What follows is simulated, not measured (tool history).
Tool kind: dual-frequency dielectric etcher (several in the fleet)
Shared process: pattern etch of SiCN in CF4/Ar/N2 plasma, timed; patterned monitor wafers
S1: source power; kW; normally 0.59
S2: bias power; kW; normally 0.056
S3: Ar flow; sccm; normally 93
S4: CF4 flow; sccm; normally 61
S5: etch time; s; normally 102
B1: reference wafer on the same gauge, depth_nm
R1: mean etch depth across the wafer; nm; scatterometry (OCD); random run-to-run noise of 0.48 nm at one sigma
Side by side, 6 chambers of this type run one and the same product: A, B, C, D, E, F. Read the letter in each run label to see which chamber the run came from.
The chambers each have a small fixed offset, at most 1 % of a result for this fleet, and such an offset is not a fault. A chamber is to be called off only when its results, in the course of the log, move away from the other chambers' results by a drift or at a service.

{"run": "1F", "day": 0.5, "S1": 0.59, "S2": 0.056, "S3": 93, "S4": 61, "S5": 102, "B1": 97.102, "R1": 100.87}
{"run": "2B", "day": 0.996, "S1": 0.59, "S2": 0.056, "S3": 93, "S4": 61, "S5": 102, "B1": 97.069, "R1": 101.32}
{"run": "3E", "day": 1.296, "S1": 0.59, "S2": 0.056, "S3": 93, "S4": 61, "S5": 102, "B1": 97.004, "R1": 100.41}
{"day": 1.458, "done": "chamber F: CF4 flow controller replaced"}
{"run": "4C", "day": 1.696, "S1": 0.59, "S2": 0.056, "S3": 93, "S4": 61, "S5": 102, "B1": 96.974, "R1": 101.66}
{"run": "5A", "day": 2.208, "S1": 0.59, "S2": 0.056, "S3": 93, "S4": 61, "S5": 102, "B1": 96.918, "R1": 103.04}
{"run": "6D", "day": 2.6, "S1": 0.59, "S2": 0.056, "S3": 93, "S4": 61, "S5": 102, "B1": 96.955, "R1": 101.85}
{"run": "7E", "day": 3.067, "S1": 0.59, "S2": 0.056, "S3": 93, "S4": 61, "S5": 102, "B1": 97.08, "R1": 100.75}
{"run": "8B", "day": 3.525, "S1": 0.59, "S2": 0.056, "S3": 93, "S4": 61, "S5": 102, "B1": 97.007, "R1": 100.89}
{"run": "9D", "day": 4.021, "S1": 0.72, "S2": 0.056, "S3": 93, "S4": 55, "S5": 102, "B1": 96.879, "R1": 118.76}
{"day": 4.442, "done": "chamber C: wet clean of the chamber"}
{"run": "10F", "day": 4.583, "S1": 0.72, "S2": 0.056, "S3": 93, "S4": 55, "S5": 102, "B1": 96.973, "R1": 117.08}
{"run": "11C", "day": 4.954, "S1": 0.72, "S2": 0.056, "S3": 93, "S4": 55, "S5": 102, "B1": 96.985, "R1": 119.49}
{"day": 5.321, "done": "chamber D: wet clean of the chamber"}
{"run": "12A", "day": 5.479, "S1": 0.72, "S2": 0.056, "S3": 93, "S4": 55, "S5": 102, "B1": 97.066, "R1": 119.61}
{"run": "13F", "day": 6.075, "S1": 0.72, "S2": 0.056, "S3": 93, "S4": 55, "S5": 102, "B1": 97.113, "R1": 119.08}
{"run": "14E", "day": 6.412, "S1": 0.72, "S2": 0.056, "S3": 93, "S4": 55, "S5": 102, "B1": 97.002, "R1": 117.22}
{"run": "15D", "day": 6.975, "S1": 0.59, "S2": 0.056, "S3": 93, "S4": 61, "S5": 102, "B1": 96.924, "R1": 101.59}
{"run": "16A", "day": 7.512, "S1": 0.59, "S2": 0.056, "S3": 93, "S4": 61, "S5": 102, "B1": 97.065, "R1": 102.62}
{"run": "17C", "day": 7.904, "S1": 0.59, "S2": 0.056, "S3": 93, "S4": 61, "S5": 102, "B1": 97.094, "R1": 102.17}
{"run": "18B", "day": 8.258, "S1": 0.59, "S2": 0.056, "S3": 93, "S4": 61, "S5": 102, "B1": 96.947, "R1": 103.19}
{"run": "19A", "day": 8.846, "S1": 0.59, "S2": 0.056, "S3": 93, "S4": 61, "S5": 102, "B1": 97.031, "R1": 101.82}
{"run": "20B", "day": 9.129, "S1": 0.64, "S2": 0.068, "S3": 93, "S4": 61, "S5": 102, "B1": 97.03, "R1": 117.7}
{"run": "21F", "day": 9.425, "S1": 0.64, "S2": 0.068, "S3": 93, "S4": 61, "S5": 102, "B1": 97.079, "R1": 115.54}
{"run": "22C", "day": 9.75, "S1": 0.64, "S2": 0.068, "S3": 93, "S4": 61, "S5": 102, "B1": 96.943, "R1": 117.52}
{"run": "23D", "day": 10.338, "S1": 0.64, "S2": 0.068, "S3": 93, "S4": 61, "S5": 102, "B1": 96.989, "R1": 116.15}
{"run": "24E", "day": 10.708, "S1": 0.64, "S2": 0.068, "S3": 93, "S4": 61, "S5": 102, "B1": 97.121, "R1": 115.46}
{"run": "25C", "day": 11.012, "S1": 0.64, "S2": 0.068, "S3": 93, "S4": 61, "S5": 102, "B1": 97.132, "R1": 117.5}
{"run": "26F", "day": 11.517, "S1": 0.59, "S2": 0.056, "S3": 93, "S4": 61, "S5": 102, "B1": 96.91, "R1": 100.92}
{"run": "27B", "day": 12.071, "S1": 0.59, "S2": 0.056, "S3": 93, "S4": 61, "S5": 102, "B1": 97.098, "R1": 104.34}
{"run": "28D", "day": 12.6, "S1": 0.59, "S2": 0.056, "S3": 93, "S4": 61, "S5": 102, "B1": 97.095, "R1": 101.7}
{"run": "29E", "day": 12.875, "S1": 0.59, "S2": 0.056, "S3": 93, "S4": 61, "S5": 102, "B1": 96.967, "R1": 100.1}
{"run": "30A", "day": 13.275, "S1": 0.59, "S2": 0.056, "S3": 93, "S4": 61, "S5": 102, "B1": 96.915, "R1": 101.78}
{"run": "31E", "day": 13.567, "S1": 0.59, "S2": 0.056, "S3": 93, "S4": 61, "S5": 102, "B1": 97.046, "R1": 100.41}
{"run": "32C", "day": 13.962, "S1": 0.59, "S2": 0.065, "S3": 93, "S4": 61, "S5": 102, "B1": 96.902, "R1": 107.05}
{"run": "33D", "day": 14.408, "S1": 0.59, "S2": 0.065, "S3": 93, "S4": 61, "S5": 102, "B1": 96.923, "R1": 107.09}
{"run": "34A", "day": 14.817, "S1": 0.59, "S2": 0.065, "S3": 93, "S4": 61, "S5": 102, "B1": 97.037, "R1": 106.98}
{"day": 15.083, "done": "chamber F: wet clean of the chamber"}
{"run": "35B", "day": 15.412, "S1": 0.59, "S2": 0.065, "S3": 93, "S4": 61, "S5": 102, "B1": 97.116, "R1": 109.91}
{"run": "36F", "day": 16.008, "S1": 0.59, "S2": 0.065, "S3": 93, "S4": 61, "S5": 102, "B1": 96.965, "R1": 105.28}
{"day": 16.367, "done": "chamber E: CF4 flow controller replaced"}
{"run": "37B", "day": 16.421, "S1": 0.59, "S2": 0.065, "S3": 93, "S4": 61, "S5": 102, "B1": 96.965, "R1": 110.19}
{"run": "38D", "day": 16.833, "S1": 0.59, "S2": 0.056, "S3": 93, "S4": 61, "S5": 102, "B1": 96.924, "R1": 101.24}
{"run": "39E", "day": 17.146, "S1": 0.59, "S2": 0.063, "S3": 93, "S4": 61, "S5": 102, "B1": 97.091, "R1": 104.94}

Is one chamber out of step, is the gauge drifting, or do the chambers differ by no more than their own small offsets? For an off chamber, give its letter and the likeliest cause.

One chamber, B, drifts off from the rest bit by bit.
What lies behind it: etch rate over this chamber's usual, % = 4.18.
Not necessarily distinguishable in this log from: source power that arrives over what is set, %.

Chamber B could run next with any of the 4 candidate recipes listed below; each alters the usual settings, and their results appear as question marks. Which one brings its results back in line with what the other chambers deliver on the usual settings?
In line here means within this much of the mean the other chambers give on the usual settings: R1 1.7 nm
{"run": "40B-1", "day": 17.575, "S1": 0.59, "S2": 0.056, "S3": 83, "S4": 68, "S5": 102, "R1": "?"}
{"run": "40B-2", "day": 17.575, "S1": 0.59, "S2": 0.055, "S3": 94, "S4": 61, "S5": 95.5, "R1": "?"}
{"run": "40B-3", "day": 17.575, "S1": 0.57, "S2": 0.056, "S3": 94, "S4": 61, "S5": 102, "R1": "?"}
{"run": "40B-4", "day": 17.575, "S1": 0.61, "S2": 0.056, "S3": 93, "S4": 61, "S5": 106.5, "R1": "?"}

Average result of the remaining chambers running the usual settings: R1 101.39 nm
run=40B-1 R1=109.35
run=40B-2 R1=97.955
run=40B-3 R1=102.12
run=40B-4 R1=113.34
The answer is 40B-3, which returns the chamber to within the allowed miss of the others.

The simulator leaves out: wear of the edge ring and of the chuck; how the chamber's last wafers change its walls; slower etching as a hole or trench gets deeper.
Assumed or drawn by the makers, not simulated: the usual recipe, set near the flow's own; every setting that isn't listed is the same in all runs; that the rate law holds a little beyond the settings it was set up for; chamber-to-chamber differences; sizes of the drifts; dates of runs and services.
